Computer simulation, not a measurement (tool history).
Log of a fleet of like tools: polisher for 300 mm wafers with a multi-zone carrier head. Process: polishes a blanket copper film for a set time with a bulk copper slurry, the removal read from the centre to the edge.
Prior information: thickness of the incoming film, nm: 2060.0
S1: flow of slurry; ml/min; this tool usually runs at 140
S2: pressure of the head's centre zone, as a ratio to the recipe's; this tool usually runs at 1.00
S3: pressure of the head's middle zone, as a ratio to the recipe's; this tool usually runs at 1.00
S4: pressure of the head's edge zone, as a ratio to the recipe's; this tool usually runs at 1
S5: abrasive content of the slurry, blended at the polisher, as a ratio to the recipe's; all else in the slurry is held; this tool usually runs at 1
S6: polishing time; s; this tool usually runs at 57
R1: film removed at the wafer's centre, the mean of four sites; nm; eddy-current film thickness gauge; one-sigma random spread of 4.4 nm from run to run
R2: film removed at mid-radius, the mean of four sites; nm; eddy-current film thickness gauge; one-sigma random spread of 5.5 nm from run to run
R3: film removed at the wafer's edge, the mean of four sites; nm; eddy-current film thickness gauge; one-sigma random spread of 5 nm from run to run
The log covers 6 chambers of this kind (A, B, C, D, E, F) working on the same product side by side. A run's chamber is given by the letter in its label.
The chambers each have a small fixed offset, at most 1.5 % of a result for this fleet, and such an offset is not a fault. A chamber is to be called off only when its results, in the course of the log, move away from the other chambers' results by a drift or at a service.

run   hour   S1    S2    S3  S4  S5  S6      R1      R2      R3
 1B    9.0  140  1.00  1.00   1   1  57  411.36  407.82  406.16
      14.6  -- chamber D: worn pad replaced by a new one
 2A   18.5  140  1.00  1.00   1   1  57  408.85  416.54  410.95
      20.6  -- chamber F: worn pad replaced by a new one
      21.9  -- chamber E: worn pad replaced by a new one
 3C   27.9  140  1.00  1.00   1   1  57  412.00  405.25  405.23
      34.7  -- chamber D: edge zone pressure recalibrated
 4F   36.6  140  1.00  1.00   1   1  57  404.96  418.53  421.42
      41.1  -- chamber E: edge zone pressure recalibrated
 5E   43.9  175  1.00  1.00   1   1  57  429.28  422.79  423.65
      49.7  -- chamber B: worn pad replaced by a new one
 6D   50.4  175  1.00  1.00   1   1  57  431.67  429.08  420.63
 7B   55.9  175  1.00  1.00   1   1  57  432.88  430.02  411.48
      58.9  -- chamber A: worn pad replaced by a new one
      59.0  -- chamber C: worn pad replaced by a new one
 8C   63.8  175  1.00  1.00   1   1  57  428.42  432.18  412.23
 9D   70.1  175  1.00  1.00   1   1  57  433.78  414.09  422.30
      70.6  -- chamber B: centre zone pressure recalibrated
      72.9  -- chamber F: worn pad replaced by a new one
10A   77.3  175  1.00  1.00   1   1  57  421.37  423.80  414.35
11E   83.5  140  1.00  1.00   1   1  57  404.98  399.88  414.62
      87.3  -- chamber C: centre zone pressure recalibrated
12F   89.0  140  1.00  1.00   1   1  57  403.21  405.86  410.73
      94.2  -- chamber B: edge zone pressure recalibrated
13A   96.4  140  1.00  1.00   1   1  57  410.68  406.21  402.29
      98.5  -- chamber E: worn pad replaced by a new one
     100.0  -- chamber D: worn pad replaced by a new one
14D  106.0  140  1.00  1.00   1   1  57  412.83  396.83  406.66
     112.5  -- chamber C: edge zone pressure recalibrated
15E  113.2  140  1.00  1.00   1   1  57  401.74  404.99  410.76
     114.5  -- chamber A: worn pad replaced by a new one
16B  118.3  140  1.00  1.00   1   1  57  409.46  396.60  409.28
17C  126.8  140  1.00  1.00   1   1  57  408.67  413.36  406.43
     127.4  -- chamber F: worn pad replaced by a new one
     130.1  -- chamber F: edge zone pressure recalibrated
18F  134.5  140  1.00  1.00   1   1  57  408.21  413.61  409.34
     139.0  -- chamber C: worn pad replaced by a new one
19F  139.8  140  1.00  1.00   1   1  57  408.58  415.78  402.51
20D  148.1  140  1.00  1.05   1   1  57  407.88  413.38  401.72
21E  153.5  140  1.00  1.05   1   1  57  407.62  413.40  403.96
     158.8  -- chamber A: slurry nozzle cleaned
22B  159.7  140  1.00  1.05   1   1  57  414.38  416.76  418.04
     164.6  -- chamber B: worn pad replaced by a new one
23C  165.8  140  1.00  1.05   1   1  57  411.63  434.64  407.97
24A  170.2  140  1.00  1.05   1   1  57  403.56  429.81  406.39
     171.8  -- chamber D: worn pad replaced by a new one
     177.2  -- chamber F: worn pad replaced by a new one
     178.7  -- chamber E: worn pad replaced by a new one
25E  179.1  140  1.00  1.05   1   1  57  404.22  429.93  417.43
     185.1  -- chamber A: edge zone pressure recalibrated
26C  186.5  140  1.00  1.00   1   1  57  409.01  409.99  397.71
     187.7  -- chamber A: worn pad replaced by a new one
27F  192.3  140  1.00  1.00   1   1  57  414.70  402.16  406.07
28B  202.0  140  1.00  1.00   1   1  57  402.20  409.45  399.27
29D  207.5  140  1.00  1.00   1   1  57  410.36  420.49  412.36
30A  216.0  140  1.00  1.00   1   1  75  535.58  545.84  535.27
     218.6  -- chamber C: worn pad replaced by a new one
31D  223.3  140  1.00  1.00   1   1  75  549.14  530.31  528.77
32F  228.0  140  1.00  1.00   1   1  75  540.93  545.99  541.28
     230.7  -- chamber F: worn pad replaced by a new one
     235.3  -- chamber B: slurry nozzle cleaned
33E  235.4  140  1.00  1.00   1   1  75  543.52  534.22  535.07
34C  239.7  140  1.00  1.00   1   1  75  539.04  532.04  533.62
35B  249.3  140  1.00  1.00   1   1  75  545.52  549.77  525.01
     253.1  -- chamber A: worn pad replaced by a new one
36A  258.8  140  1.00  1.00   1   1  57  408.05  407.17  412.11
     260.4  -- chamber D: worn pad replaced by a new one
     261.7  -- chamber E: centre zone pressure recalibrated
37B  263.7  140  1.00  1.00   1   1  57  405.07  420.61  404.04
     264.0  -- chamber E: worn pad replaced by a new one
38D  271.7  140  1.00  1.00   1   1  57  419.19  408.75  411.22
39E  277.6  180  0.93  1.00   1   1  57  396.58  413.04  420.92
     281.4  -- chamber F: worn pad replaced by a new one
40A  284.3  180  0.93  1.00   1   1  57  398.02  419.86  410.18
41F  291.6  180  0.93  1.00   1   1  57  389.39  432.79  428.52

The same settings go to every chamber for the next run, one line per chamber below. Forecast the results for each:
42A  298.6  140  1.00  1.00   1   1  57   ?   ?   ?
42B  298.6  140  1.00  1.00   1   1  57   ?   ?   ?
42C  298.6  140  1.00  1.00   1   1  57   ?   ?   ?
42D  298.6  140  1.00  1.00   1   1  57   ?   ?   ?
42E  298.6  140  1.00  1.00   1   1  57   ?   ?   ?
42F  298.6  140  1.00  1.00   1   1  57   ?   ?   ?

run      R1      R2      R3
42A  404.97  413.91  403.61
42B  416.56  406.77  406.06
42C  416.75  404.15  411.60
42D  411.70  401.70  405.52
42E  411.31  414.01  413.22
42F  405.84  411.63  405.47
